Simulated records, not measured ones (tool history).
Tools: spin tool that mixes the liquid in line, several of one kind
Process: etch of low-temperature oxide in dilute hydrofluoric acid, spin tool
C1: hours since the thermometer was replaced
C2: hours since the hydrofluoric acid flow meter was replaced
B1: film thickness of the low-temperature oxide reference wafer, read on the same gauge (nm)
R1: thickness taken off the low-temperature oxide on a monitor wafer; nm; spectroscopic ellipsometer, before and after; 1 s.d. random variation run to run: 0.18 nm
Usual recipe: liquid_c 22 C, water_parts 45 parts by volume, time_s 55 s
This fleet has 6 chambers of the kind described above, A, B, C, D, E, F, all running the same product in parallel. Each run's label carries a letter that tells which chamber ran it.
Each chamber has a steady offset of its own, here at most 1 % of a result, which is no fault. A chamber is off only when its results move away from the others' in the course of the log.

run 1E day=0.383 | liquid_c=22 water_parts=45 time_s=55 | C1=1351.8 C2=203.4 | B1=130.01 | R1=24.144
run 2F day=0.983 | liquid_c=22 water_parts=45 time_s=55 | C1=209.3 C2=1293.2 | B1=129.99 | R1=24.323
run 3C day=1.612 | liquid_c=22 water_parts=45 time_s=55 | C1=1352.8 C2=1314.3 | B1=130 | R1=24.353
run 4B day=2.054 | liquid_c=22 water_parts=45 time_s=55 | C1=58.7 C2=363.4 | B1=130 | R1=24.178
run 5A day=2.438 | liquid_c=22 water_parts=45 time_s=55 | C1=1550.4 C2=483.8 | B1=130 | R1=23.916
run 6D day=3.033 | liquid_c=22 water_parts=45 time_s=55 | C1=1401.4 C2=774.4 | B1=130 | R1=24.529
run 7C day=3.5 | liquid_c=22 water_parts=45 time_s=55 | C1=1398.1 C2=1359.6 | B1=129.99 | R1=24.167
run 8F day=3.883 | liquid_c=22 water_parts=45 time_s=55 | C1=278.9 C2=1362.8 | B1=129.98 | R1=23.937
run 9D day=4.2 | liquid_c=22 water_parts=45 time_s=55 | C1=1429.4 C2=802.4 | B1=130.01 | R1=24.145
run 10A day=4.638 | liquid_c=22 water_parts=45 time_s=55 | C1=1603.2 C2=536.6 | B1=130.01 | R1=24.038
run 11E day=5.112 | liquid_c=22 water_parts=45 time_s=55 | C1=1465.3 C2=316.9 | B1=129.99 | R1=23.987
-- day=5.138 chamber D: hydrofluoric acid flow meter replaced
run 12B day=5.667 | liquid_c=22 water_parts=45 time_s=55 | C1=145.4 C2=450.1 | B1=129.99 | R1=24.139
run 13F day=6.012 | liquid_c=22 water_parts=45 time_s=55 | C1=330 C2=1413.9 | B1=130 | R1=23.939
run 14D day=6.546 | liquid_c=22 water_parts=45 time_s=55 | C1=1485.7 C2=33.9 | B1=130 | R1=23.911
run 15A day=6.85 | liquid_c=22 water_parts=45 time_s=55 | C1=1656.3 C2=589.7 | B1=130 | R1=24.179
run 16B day=7.417 | liquid_c=22 water_parts=45 time_s=55 | C1=187.4 C2=492.1 | B1=130.02 | R1=24.191
run 17E day=7.804 | liquid_c=22 water_parts=45 time_s=55 | C1=1529.9 C2=381.5 | B1=130.01 | R1=24.2
run 18C day=8.192 | liquid_c=22 water_parts=45 time_s=55 | C1=1510.7 C2=1472.2 | B1=129.98 | R1=23.553
run 19C day=8.692 | liquid_c=22 water_parts=45 time_s=55 | C1=1522.7 C2=1484.2 | B1=130.01 | R1=23.269
run 20B day=9.092 | liquid_c=25.5 water_parts=45 time_s=55 | C1=227.6 C2=532.3 | B1=129.98 | R1=27.627
-- day=9.354 chamber A: thermometer replaced
run 21A day=9.704 | liquid_c=25.5 water_parts=45 time_s=55 | C1=8.4 C2=658.2 | B1=130 | R1=27.91
run 22F day=10.05 | liquid_c=25.5 water_parts=45 time_s=55 | C1=426.9 C2=1510.8 | B1=130.01 | R1=28.124
run 23E day=10.654 | liquid_c=25.5 water_parts=45 time_s=55 | C1=1598.3 C2=449.9 | B1=130.01 | R1=27.998
run 24D day=10.967 | liquid_c=25.5 water_parts=45 time_s=55 | C1=1591.8 C2=140 | B1=130 | R1=27.704
run 25C day=11.429 | liquid_c=25.5 water_parts=45 time_s=55 | C1=1588.4 C2=1549.9 | B1=129.98 | R1=26.357
run 26B day=11.742 | liquid_c=22 water_parts=45 time_s=55 | C1=291.2 C2=595.9 | B1=130 | R1=24.248
run 27A day=12.371 | liquid_c=22 water_parts=45 time_s=55 | C1=72.4 C2=722.2 | B1=130.01 | R1=24.015
run 28E day=12.662 | liquid_c=22 water_parts=45 time_s=55 | C1=1646.5 C2=498.1 | B1=129.99 | R1=24.236
run 29D day=13.279 | liquid_c=22 water_parts=45 time_s=55 | C1=1647.3 C2=195.5 | B1=130 | R1=24.465
run 30F day=13.892 | liquid_c=22 water_parts=45 time_s=55 | C1=519.1 C2=1603 | B1=130.02 | R1=24.249
run 31D day=14.304 | liquid_c=19.5 water_parts=45 time_s=55 | C1=1671.9 C2=220.1 | B1=130.02 | R1=21.788
run 32C day=14.671 | liquid_c=19.5 water_parts=45 time_s=55 | C1=1666.2 C2=1627.7 | B1=129.99 | R1=20.052
run 33E day=15.075 | liquid_c=19.5 water_parts=45 time_s=55 | C1=1704.4 C2=556 | B1=130.01 | R1=21.642
-- day=15.129 chamber F: hydrofluoric acid flow meter replaced
run 34B day=15.658 | liquid_c=19.5 water_parts=45 time_s=55 | C1=385.2 C2=689.9 | B1=130.03 | R1=21.962
run 35A day=15.958 | liquid_c=19.5 water_parts=45 time_s=55 | C1=158.5 C2=808.3 | B1=129.99 | R1=21.831
run 36F day=16.442 | liquid_c=19.5 water_parts=45 time_s=55 | C1=580.3 C2=31.5 | B1=130 | R1=21.778
run 37C day=16.992 | liquid_c=22 water_parts=45 time_s=55 | C1=1721.9 C2=1683.4 | B1=130.02 | R1=22.487

For the next run the whole fleet of 6 chambers uses the same settings. Give each chamber's results:
run 38A day=17.454 | liquid_c=22 water_parts=45 time_s=55 | R1=?
run 38B day=17.454 | liquid_c=22 water_parts=45 time_s=55 | R1=?
run 38C day=17.454 | liquid_c=22 water_parts=45 time_s=55 | R1=?
run 38D day=17.454 | liquid_c=22 water_parts=45 time_s=55 | R1=?
run 38E day=17.454 | liquid_c=22 water_parts=45 time_s=55 | R1=?
run 38F day=17.454 | liquid_c=22 water_parts=45 time_s=55 | R1=?

run=38A R1=24.008
run=38B R1=23.979
run=38C R1=22.272
run=38D R1=24.331
run=38E R1=24.056
run=38F R1=24.393
